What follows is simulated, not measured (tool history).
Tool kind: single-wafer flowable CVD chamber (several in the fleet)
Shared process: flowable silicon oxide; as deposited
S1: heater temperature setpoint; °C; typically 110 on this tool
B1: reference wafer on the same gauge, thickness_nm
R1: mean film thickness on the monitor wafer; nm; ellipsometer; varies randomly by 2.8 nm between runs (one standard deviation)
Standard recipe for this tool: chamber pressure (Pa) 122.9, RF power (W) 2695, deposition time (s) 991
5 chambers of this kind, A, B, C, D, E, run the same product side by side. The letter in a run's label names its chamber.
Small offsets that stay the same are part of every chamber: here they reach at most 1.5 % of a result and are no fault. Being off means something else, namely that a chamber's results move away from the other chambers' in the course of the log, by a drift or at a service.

run 1E hour=5.5 | S1=110 chamber_pressure_(Pa)=122.9 RF_power_(W)=2695 deposition_time_(s)=991 | B1=570.89 | R1=543.39
run 2A hour=13.5 | S1=110 chamber_pressure_(Pa)=122.9 RF_power_(W)=2695 deposition_time_(s)=991 | B1=570.16 | R1=542.23
run 3B hour=21.0 | S1=110 chamber_pressure_(Pa)=122.9 RF_power_(W)=2695 deposition_time_(s)=991 | B1=570.01 | R1=539.20
run 4D hour=29.7 | S1=110 chamber_pressure_(Pa)=122.9 RF_power_(W)=2695 deposition_time_(s)=991 | B1=570.57 | R1=542.24
run 5C hour=38.4 | S1=110 chamber_pressure_(Pa)=122.9 RF_power_(W)=2695 deposition_time_(s)=991 | B1=570.63 | R1=539.19
run 6E hour=43.9 | S1=110 chamber_pressure_(Pa)=122.9 RF_power_(W)=2695 deposition_time_(s)=991 | B1=570.25 | R1=539.93
run 7C hour=49.2 | S1=110 chamber_pressure_(Pa)=122.9 RF_power_(W)=2695 deposition_time_(s)=991 | B1=570.47 | R1=537.11
run 8A hour=53.4 | S1=110 chamber_pressure_(Pa)=122.9 RF_power_(W)=2695 deposition_time_(s)=836 | B1=569.24 | R1=463.55
run 9D hour=57.7 | S1=110 chamber_pressure_(Pa)=122.9 RF_power_(W)=2695 deposition_time_(s)=836 | B1=570.13 | R1=456.74
run 10B hour=62.8 | S1=110 chamber_pressure_(Pa)=122.9 RF_power_(W)=2695 deposition_time_(s)=836 | B1=569.58 | R1=459.08
run 11A hour=70.7 | S1=110 chamber_pressure_(Pa)=122.9 RF_power_(W)=2695 deposition_time_(s)=836 | B1=570.30 | R1=465.65
run 12C hour=76.0 | S1=110 chamber_pressure_(Pa)=122.9 RF_power_(W)=2695 deposition_time_(s)=836 | B1=570.11 | R1=456.41
run 13D hour=81.6 | S1=110 chamber_pressure_(Pa)=122.9 RF_power_(W)=2695 deposition_time_(s)=991 | B1=570.10 | R1=542.99
run 14B hour=88.4 | S1=110 chamber_pressure_(Pa)=122.9 RF_power_(W)=2695 deposition_time_(s)=991 | B1=570.21 | R1=541.66
run 15E hour=96.5 | S1=110 chamber_pressure_(Pa)=122.9 RF_power_(W)=2695 deposition_time_(s)=991 | B1=569.59 | R1=540.34
run 16C hour=105.0 | S1=110 chamber_pressure_(Pa)=96.0 RF_power_(W)=2190 deposition_time_(s)=991 | B1=570.27 | R1=382.62
run 17D hour=111.1 | S1=110 chamber_pressure_(Pa)=96.0 RF_power_(W)=2190 deposition_time_(s)=991 | B1=569.94 | R1=379.99
run 18E hour=119.8 | S1=110 chamber_pressure_(Pa)=96.0 RF_power_(W)=2190 deposition_time_(s)=991 | B1=569.90 | R1=379.57
-- hour=120.3 chamber A: capacitance manometer re-zeroed and calibrated
run 19A hour=127.3 | S1=110 chamber_pressure_(Pa)=96.0 RF_power_(W)=2190 deposition_time_(s)=991 | B1=570.21 | R1=417.06
run 20B hour=135.7 | S1=110 chamber_pressure_(Pa)=96.0 RF_power_(W)=2190 deposition_time_(s)=991 | B1=570.47 | R1=382.49
run 21B hour=142.6 | S1=110 chamber_pressure_(Pa)=122.9 RF_power_(W)=2695 deposition_time_(s)=991 | B1=569.95 | R1=541.55
run 22C hour=149.0 | S1=110 chamber_pressure_(Pa)=122.9 RF_power_(W)=2695 deposition_time_(s)=991 | B1=569.94 | R1=540.31
run 23E hour=155.1 | S1=110 chamber_pressure_(Pa)=122.9 RF_power_(W)=2695 deposition_time_(s)=991 | B1=570.01 | R1=539.99
run 24D hour=163.3 | S1=110 chamber_pressure_(Pa)=122.9 RF_power_(W)=2695 deposition_time_(s)=926 | B1=570.39 | R1=505.39
run 25A hour=171.2 | S1=110 chamber_pressure_(Pa)=122.9 RF_power_(W)=2695 deposition_time_(s)=926 | B1=570.66 | R1=548.72
run 26C hour=175.4 | S1=110 chamber_pressure_(Pa)=122.9 RF_power_(W)=2695 deposition_time_(s)=926 | B1=571.00 | R1=500.39
run 27D hour=180.9 | S1=110 chamber_pressure_(Pa)=122.9 RF_power_(W)=2695 deposition_time_(s)=926 | B1=569.57 | R1=503.68
run 28B hour=190.2 | S1=110 chamber_pressure_(Pa)=122.9 RF_power_(W)=2695 deposition_time_(s)=926 | B1=570.38 | R1=507.98
run 29E hour=195.8 | S1=110 chamber_pressure_(Pa)=122.9 RF_power_(W)=2695 deposition_time_(s)=991 | B1=570.29 | R1=544.89
run 30A hour=201.2 | S1=110 chamber_pressure_(Pa)=122.9 RF_power_(W)=2695 deposition_time_(s)=991 | B1=570.66 | R1=579.59
run 31E hour=205.7 | S1=110 chamber_pressure_(Pa)=122.9 RF_power_(W)=2695 deposition_time_(s)=991 | B1=570.75 | R1=546.45
run 32A hour=212.3 | S1=110 chamber_pressure_(Pa)=122.9 RF_power_(W)=2695 deposition_time_(s)=991 | B1=569.47 | R1=586.14
-- hour=213.3 chamber B: thermocouple changed; heater temperature recalibrated
run 33B hour=219.6 | S1=110 chamber_pressure_(Pa)=122.9 RF_power_(W)=2695 deposition_time_(s)=991 | B1=570.49 | R1=539.79
run 34C hour=225.2 | S1=110 chamber_pressure_(Pa)=122.9 RF_power_(W)=2695 deposition_time_(s)=991 | B1=570.73 | R1=537.72
run 35D hour=232.9 | S1=110 chamber_pressure_(Pa)=122.9 RF_power_(W)=2695 deposition_time_(s)=991 | B1=569.53 | R1=539.86

Which is it: a chamber that has drifted or been left off by a service, a gauge drift common to all chambers, or only each chamber's usual small offset? If a chamber is off, name it and its likeliest cause.

The work done on chamber A during a service left it standing apart from the others.
Cause: true pressure above the setpoint (%) = 5.25.

Below are 4 candidate recipes for chamber A's next run, each the usual settings with a change, their results shown as question marks. Which of them brings A's results back in line with what the other chambers give on the usual settings?
A result is in line if it is within this distance of the other chambers' mean on the usual settings: R1 9.80 nm
run 36A-1 hour=239.8 | S1=110 chamber_pressure_(Pa)=130.7 RF_power_(W)=2695 deposition_time_(s)=991 | R1=?
run 36A-2 hour=239.8 | S1=105 chamber_pressure_(Pa)=122.9 RF_power_(W)=2695 deposition_time_(s)=991 | R1=?
run 36A-3 hour=239.8 | S1=110 chamber_pressure_(Pa)=115.2 RF_power_(W)=2685 deposition_time_(s)=991 | R1=?
run 36A-4 hour=239.8 | S1=113 chamber_pressure_(Pa)=118.4 RF_power_(W)=2690 deposition_time_(s)=972 | R1=?

Other chambers, usual settings, mean: R1 540.68 nm
run=36A-1 R1=629.04
run=36A-2 R1=689.41
run=36A-3 R1=538.40
run=36A-4 R1=496.55
36A-3 puts the chamber back in line with the other chambers.

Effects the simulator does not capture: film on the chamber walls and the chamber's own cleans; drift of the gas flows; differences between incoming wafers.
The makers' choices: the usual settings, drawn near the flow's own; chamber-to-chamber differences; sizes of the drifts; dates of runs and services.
